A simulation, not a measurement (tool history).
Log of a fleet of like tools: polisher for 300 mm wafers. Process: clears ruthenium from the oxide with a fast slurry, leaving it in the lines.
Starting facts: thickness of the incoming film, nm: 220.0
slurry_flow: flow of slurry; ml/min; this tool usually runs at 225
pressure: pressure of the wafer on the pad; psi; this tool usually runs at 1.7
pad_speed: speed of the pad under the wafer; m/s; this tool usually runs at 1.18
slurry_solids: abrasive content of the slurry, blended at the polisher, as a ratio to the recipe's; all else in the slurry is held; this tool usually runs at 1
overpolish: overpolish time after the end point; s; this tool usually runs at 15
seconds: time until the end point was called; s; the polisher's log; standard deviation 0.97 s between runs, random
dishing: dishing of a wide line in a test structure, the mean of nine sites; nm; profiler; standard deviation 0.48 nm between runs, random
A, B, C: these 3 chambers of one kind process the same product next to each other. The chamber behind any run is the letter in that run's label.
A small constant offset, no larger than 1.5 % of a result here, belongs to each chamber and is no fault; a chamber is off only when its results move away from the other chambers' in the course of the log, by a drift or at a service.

| run | hour | slurry_flow | pressure | pad_speed | slurry_solids | overpolish | seconds | dishing |
|---|---|---|---|---|---|---|---|---|
| 1A | 10.9 | 225 | 1.7 | 1.18 | 1 | 15 | 79.476 | 34.029 |
| 2B | 16.2 | 225 | 1.7 | 1.18 | 1 | 15 | 80.92 | 32.658 |
| 3C | 23.3 | 225 | 1.7 | 1.18 | 1 | 15 | 81.531 | 33.501 |
| 4B | 29.3 | 225 | 1.7 | 1.18 | 1 | 15 | 80.937 | 32.827 |
| 5A | 37 | 225 | 1.7 | 1.18 | 1 | 15 | 80.066 | 32.698 |
| 6C | 45.6 | 225 | 1.7 | 1.18 | 1 | 15 | 82.437 | 32.345 |
|  | 51.5 | chamber C: worn pad replaced by a new one |
| 7A | 52.9 | 225 | 1.7 | 1.18 | 1 | 15 | 79.297 | 34.093 |
| 8B | 58.2 | 225 | 1.7 | 1.18 | 1 | 15 | 81.296 | 33.541 |
| 9C | 64.7 | 225 | 1.7 | 1.18 | 1 | 15 | 81.725 | 33.657 |
| 10B | 72.2 | 225 | 1.7 | 1.18 | 1 | 15 | 81.96 | 33.014 |
|  | 77.7 | chamber B: worn pad replaced by a new one |
| 11A | 82.3 | 225 | 1.7 | 1.18 | 1 | 15 | 79.895 | 34.007 |
| 12C | 88.7 | 225 | 1.7 | 1.18 | 1 | 15 | 80.7 | 33.275 |
| 13C | 96.6 | 225 | 1.7 | 1.18 | 1 | 15 | 82.358 | 34.007 |
|  | 100.9 | chamber B: head pressure recalibrated |
| 14A | 105.7 | 225 | 1.7 | 1.18 | 1 | 15 | 81.088 | 32.801 |
|  | 109.5 | chamber A: worn pad replaced by a new one |
| 15B | 111.7 | 225 | 1.7 | 1.18 | 1 | 15 | 81.323 | 33.72 |
|  | 118.6 | chamber B: slurry blender recalibrated |
| 16B | 119.1 | 225 | 1.7 | 1.18 | 1 | 15 | 82.007 | 33.341 |
| 17C | 126.4 | 285 | 1.7 | 1.18 | 1.25 | 15 | 73.374 | 36.322 |
| 18A | 135.7 | 285 | 1.7 | 1.18 | 1.25 | 15 | 71.3 | 37.118 |
| 19B | 142.8 | 285 | 1.7 | 1.18 | 1.25 | 15 | 72.414 | 36.589 |
|  | 144.1 | chamber C: worn pad replaced by a new one |
|  | 148.3 | chamber A: slurry blender recalibrated |
| 20C | 149.6 | 225 | 1.7 | 1.18 | 1 | 15 | 81.125 | 34.371 |
| 21A | 159.5 | 225 | 1.7 | 1.18 | 1 | 15 | 80.664 | 33.134 |
| 22B | 167.1 | 225 | 1.7 | 1.18 | 1 | 15 | 81.986 | 32.384 |
| 23A | 176.4 | 225 | 1.7 | 1.42 | 1 | 7 | 66.564 | 19.92 |
| 24C | 183.5 | 225 | 1.7 | 1.42 | 1 | 7 | 68.536 | 19.527 |
|  | 188.4 | chamber C: slurry blender recalibrated |
| 25B | 194.4 | 225 | 1.7 | 1.42 | 1 | 7 | 68.338 | 19.311 |
| 26C | 199.8 | 225 | 2 | 1.44 | 1 | 15 | 56.876 | 45.666 |
|  | 201.7 | chamber B: worn pad replaced by a new one |
| 27A | 206.1 | 225 | 2 | 1.44 | 1 | 15 | 57.108 | 47.223 |
|  | 215 | chamber A: worn pad replaced by a new one |
| 28A | 217.4 | 225 | 2 | 1.44 | 1 | 15 | 55.679 | 45.947 |
| 29C | 222.9 | 225 | 1.7 | 1.18 | 1 | 15 | 79.963 | 33.195 |
| 30B | 228.4 | 270 | 1.7 | 1.18 | 1 | 7 | 79.13 | 16.622 |
| 31A | 239.2 | 270 | 1.7 | 1.18 | 1 | 7 | 78.314 | 16.9 |
|  | 244.4 | chamber C: worn pad replaced by a new one |
| 32C | 250.6 | 270 | 1.7 | 1.18 | 1 | 7 | 80.008 | 16.493 |
| 33B | 261.7 | 225 | 1.7 | 1.18 | 1 | 15 | 80.255 | 32.095 |
| 34B | 269.1 | 225 | 1.7 | 1.18 | 1 | 15 | 83.459 | 32.701 |
| 35C | 278.9 | 225 | 1.7 | 1.18 | 1 | 15 | 81.413 | 33.575 |
| 36A | 288.9 | 150 | 1.7 | 1.18 | 1 | 7 | 85.789 | 15.852 |
|  | 292.3 | chamber B: slurry blender recalibrated |
| 37C | 294.5 | 150 | 1.7 | 1.18 | 1 | 7 | 87.003 | 15.474 |
| 38A | 304.3 | 150 | 1.7 | 1.18 | 1 | 7 | 85.056 | 15.753 |
| 39B | 311.8 | 225 | 1.7 | 1.18 | 1 | 15 | 82.994 | 32.145 |
| 40B | 317.6 | 225 | 1.7 | 1.18 | 1 | 15 | 82.818 | 33.247 |
| 41C | 324.1 | 225 | 1.7 | 1.18 | 1 | 15 | 82.036 | 33.431 |

For the next run the whole fleet of 3 chambers uses the same settings. Give each chamber's results:
| 42A | 332.4 | 225 | 1.2 | 1.18 | 1 | 15 | ? | ? |
| 42B | 332.4 | 225 | 1.2 | 1.18 | 1 | 15 | ? | ? |
| 42C | 332.4 | 225 | 1.2 | 1.18 | 1 | 15 | ? | ? |

| run | seconds | dishing |
|---|---|---|
| 42A | 115.04 | 24.275 |
| 42B | 111.32 | 23.907 |
| 42C | 116.24 | 24.302 |
